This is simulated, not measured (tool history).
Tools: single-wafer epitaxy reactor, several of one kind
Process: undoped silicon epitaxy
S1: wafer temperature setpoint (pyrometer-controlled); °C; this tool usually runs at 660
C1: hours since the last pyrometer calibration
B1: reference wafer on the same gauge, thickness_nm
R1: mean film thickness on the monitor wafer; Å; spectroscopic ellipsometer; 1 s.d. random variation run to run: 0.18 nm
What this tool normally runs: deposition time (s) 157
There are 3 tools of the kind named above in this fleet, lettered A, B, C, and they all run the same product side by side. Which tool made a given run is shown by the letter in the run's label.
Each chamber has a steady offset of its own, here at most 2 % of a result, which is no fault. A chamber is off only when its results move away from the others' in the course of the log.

Run 1B, hour 3.6: usual settings; C1 1660.9; B1 32.509. Result: R1 329.06 Å.
Run 2A, hour 8.7: usual settings; C1 803.7; B1 32.540. Result: R1 327.49 Å.
Run 3C, hour 13.2: usual settings; C1 1131.4; B1 32.527. Result: R1 320.01 Å.
Run 4B, hour 17.0: usual settings; C1 1674.3; B1 32.564. Result: R1 329.78 Å.
Run 5C, hour 20.5: usual settings; C1 1138.7; B1 32.474. Result: R1 319.60 Å.
Run 6A, hour 23.7: usual settings; C1 818.7; B1 32.529. Result: R1 325.84 Å.
Run 7B, hour 26.2: usual settings; C1 1683.5; B1 32.542. Result: R1 326.79 Å.
Run 8A, hour 29.8: usual settings but S1 647 °C; C1 824.8; B1 32.508. Result: R1 250.56 Å.
Run 9C, hour 33.1: usual settings but S1 647 °C; C1 1151.3; B1 32.567. Result: R1 241.58 Å.
Run 10C, hour 37.1: usual settings but S1 647 °C; C1 1155.3; B1 32.461. Result: R1 242.19 Å.
Run 11B, hour 42.1: usual settings; C1 1699.4; B1 32.490. Result: R1 327.80 Å.
Run 12A, hour 46.8: usual settings; C1 841.8; B1 32.494. Result: R1 329.57 Å.
Run 13B, hour 51.5: usual settings; C1 1708.8; B1 32.494. Result: R1 330.93 Å.
At hour 54.4: chamber C: pyrometer calibrated.
Run 14C, hour 55.4: usual settings; C1 1.0; B1 32.518. Result: R1 320.84 Å.
Run 15A, hour 59.7: usual settings; C1 854.7; B1 32.537. Result: R1 336.27 Å.
Run 16C, hour 64.0: usual settings but deposition time (s) 144; C1 9.6; B1 32.504. Result: R1 294.78 Å.
Run 17A, hour 68.7: usual settings but deposition time (s) 144; C1 863.7; B1 32.483. Result: R1 307.92 Å.
Run 18B, hour 71.4: usual settings but deposition time (s) 144; C1 1728.7; B1 32.455. Result: R1 305.85 Å.
At hour 71.5: chamber B: pyrometer calibrated.
Run 19B, hour 75.1: usual settings but S1 652 °C; C1 3.6; B1 32.494. Result: R1 276.00 Å.
Run 20C, hour 79.7: usual settings but S1 652 °C; C1 25.3; B1 32.517. Result: R1 270.14 Å.
Run 21A, hour 82.6: usual settings but S1 652 °C; C1 877.6; B1 32.469. Result: R1 284.63 Å.
Run 22A, hour 87.7: usual settings but deposition time (s) 185; C1 882.7; B1 32.477. Result: R1 395.19 Å.
Run 23B, hour 92.8: usual settings but deposition time (s) 185; C1 21.3; B1 32.480. Result: R1 388.87 Å.
Run 24C, hour 95.4: usual settings but deposition time (s) 185; C1 41.0; B1 32.457. Result: R1 378.99 Å.
Run 25B, hour 100.5: usual settings; C1 29.0; B1 32.506. Result: R1 329.11 Å.
Run 26C, hour 104.4: usual settings; C1 50.0; B1 32.505. Result: R1 323.14 Å.
Run 27A, hour 107.1: usual settings; C1 902.1; B1 32.502. Result: R1 342.76 Å.
Run 28A, hour 110.3: usual settings but S1 671 °C, deposition time (s) 179; C1 905.3; B1 32.514. Result: R1 491.31 Å.
Run 29C, hour 114.4: usual settings but S1 671 °C, deposition time (s) 179; C1 60.0; B1 32.509. Result: R1 461.47 Å.
Run 30B, hour 118.1: usual settings but S1 671 °C, deposition time (s) 179; C1 46.6; B1 32.454. Result: R1 470.61 Å.
Run 31B, hour 121.3: usual settings; C1 49.8; B1 32.484. Result: R1 329.84 Å.
Run 32C, hour 125.9: usual settings; C1 71.5; B1 32.465. Result: R1 321.43 Å.
Run 33A, hour 131.1: usual settings; C1 926.1; B1 32.481. Result: R1 343.45 Å.
Run 34C, hour 136.4: usual settings but S1 669 °C; C1 82.0; B1 32.527. Result: R1 389.08 Å.
Run 35B, hour 141.5: usual settings but S1 669 °C; C1 70.0; B1 32.488. Result: R1 398.75 Å.
Run 36A, hour 146.4: usual settings but S1 669 °C; C1 941.4; B1 32.533. Result: R1 420.42 Å.

Each of the 3 chambers runs these same settings next. Fill in every chamber's results:
Run 37A, hour 150.5: usual settings. Result: R1 ?.
Run 37B, hour 150.5: usual settings. Result: R1 ?.
Run 37C, hour 150.5: usual settings. Result: R1 ?.

run      R1
37A  352.17
37B  326.16
37C  321.22
